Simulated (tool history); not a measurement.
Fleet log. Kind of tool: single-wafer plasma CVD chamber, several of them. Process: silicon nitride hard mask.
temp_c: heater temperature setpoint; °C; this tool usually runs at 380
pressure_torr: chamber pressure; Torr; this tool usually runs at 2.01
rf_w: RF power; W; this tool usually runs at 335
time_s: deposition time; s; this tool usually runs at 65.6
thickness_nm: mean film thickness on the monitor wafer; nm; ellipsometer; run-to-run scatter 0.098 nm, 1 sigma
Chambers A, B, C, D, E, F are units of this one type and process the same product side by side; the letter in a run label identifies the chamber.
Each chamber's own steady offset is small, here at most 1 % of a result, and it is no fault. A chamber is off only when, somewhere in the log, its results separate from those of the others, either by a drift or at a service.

run,hour,temp_c,pressure_torr,rf_w,time_s,hours since the last thermocouple change,hours since the last RF generator calibration,hours since the last manometer calibration,"read-back reference wafer on the same gauge, thickness_nm",thickness_nm
1E,9.2,380,2.01,335,65.6,46.1,285.3,837.7,83.594,87.377
2C,19.2,380,2.01,335,65.6,809.9,1121.3,548.0,83.593,87.744
3B,29.8,380,2.01,335,65.6,2245.5,1135.7,378.7,83.579,86.452
4D,41.1,380,2.01,335,65.6,180.5,979.7,2831.0,83.552,86.640
5A,50.9,380,2.01,335,65.6,1046.9,187.9,588.6,83.523,87.939
6F,60.0,380,2.01,335,65.6,1637.2,611.4,251.0,83.536,87.674
7D,72.9,380,2.01,335,65.6,212.3,1011.5,2862.8,83.527,86.486
8A,79.1,380,2.01,335,65.6,1075.1,216.1,616.8,83.506,87.956
9B,92.6,380,2.01,335,65.6,2308.3,1198.5,441.5,83.515,86.598
10F,100.0,380,2.01,335,65.6,1677.2,651.4,291.0,83.494,87.561
11C,112.5,380,2.01,335,65.6,903.2,1214.6,641.3,83.491,87.696
12E,124.5,380,2.01,335,65.6,161.4,400.6,953.0,83.501,87.033
13B,130.8,380,2.01,335,65.6,2346.5,1236.7,479.7,83.476,86.465
14D,142.0,380,2.01,335,65.6,281.4,1080.6,2931.9,83.465,86.464
15E,148.2,380,2.01,335,65.6,185.1,424.3,976.7,83.434,87.458
16A,159.9,380,2.01,335,65.6,1155.9,296.9,697.6,83.461,87.760
17C,171.6,380,2.01,335,65.6,962.3,1273.7,700.4,83.448,87.580
# hour 174.7: chamber A: thermocouple changed; heater temperature recalibrated
18F,185.4,380,2.01,335,65.6,1762.6,736.8,376.4,83.432,87.371
# hour 192.3: chamber C: thermocouple changed; heater temperature recalibrated
19B,196.3,380,2.01,335,65.6,2412.0,1302.2,545.2,83.439,86.515
# hour 204.1: chamber B: RF generator calibrated
20D,206.0,380,2.01,335,65.6,345.4,1144.6,2995.9,83.423,86.445
21A,216.6,380,2.01,335,65.6,41.9,353.6,754.3,83.362,87.705
22C,229.3,380,2.01,335,65.6,37.0,1331.4,758.1,83.398,87.357
23E,242.7,380,2.01,335,65.6,279.6,518.8,1071.2,83.379,87.059
24F,255.8,380,2.01,335,65.6,1833.0,807.2,446.8,83.371,87.479
# hour 259.6: chamber D: capacitance manometer re-zeroed and calibrated
25E,266.4,380,2.01,335,65.6,303.3,542.5,1094.9,83.345,87.041
26D,279.1,380,2.01,335,65.6,418.5,1217.7,19.6,83.340,86.378
27C,286.1,380,2.01,335,65.6,93.8,1388.2,814.9,83.328,87.501
28F,295.0,386,2.01,335,65.6,1872.2,846.4,486.0,83.336,87.112
29B,304.0,386,2.01,335,65.6,2519.7,100.0,652.9,83.316,86.119
30A,316.3,386,2.01,335,65.6,141.6,453.3,854.0,83.307,87.540
31A,325.8,386,2.01,335,65.6,151.1,462.8,863.5,83.302,87.383
32B,336.6,386,2.01,335,65.6,2552.3,132.6,685.5,83.311,86.068
33E,344.9,386,2.01,335,65.6,381.8,621.0,1173.4,83.288,86.778
34C,352.6,380,2.50,335,65.6,160.3,1454.7,881.4,83.279,92.362
35F,365.7,380,2.50,335,65.6,1942.9,917.1,556.7,83.274,92.094
36D,374.8,380,2.50,335,65.6,514.2,1313.4,115.3,83.260,91.020
# hour 377.4: chamber D: RF generator calibrated
37D,386.0,380,2.50,335,65.6,525.4,8.7,126.5,83.241,91.025
38C,398.9,380,2.50,335,65.6,206.6,1501.0,927.7,83.216,92.437
39F,408.3,380,2.50,335,65.6,1985.5,959.7,599.3,83.250,92.246

Each of the 6 chambers runs these same settings next. Fill in every chamber's results:
40A,418.3,380,2.01,360,65.6,,,,,?
40B,418.3,380,2.01,360,65.6,,,,,?
40C,418.3,380,2.01,360,65.6,,,,,?
40D,418.3,380,2.01,360,65.6,,,,,?
40E,418.3,380,2.01,360,65.6,,,,,?
40F,418.3,380,2.01,360,65.6,,,,,?

run,thickness_nm
40A,91.489
40B,90.054
40C,91.542
40D,90.308
40E,90.839
40F,91.451

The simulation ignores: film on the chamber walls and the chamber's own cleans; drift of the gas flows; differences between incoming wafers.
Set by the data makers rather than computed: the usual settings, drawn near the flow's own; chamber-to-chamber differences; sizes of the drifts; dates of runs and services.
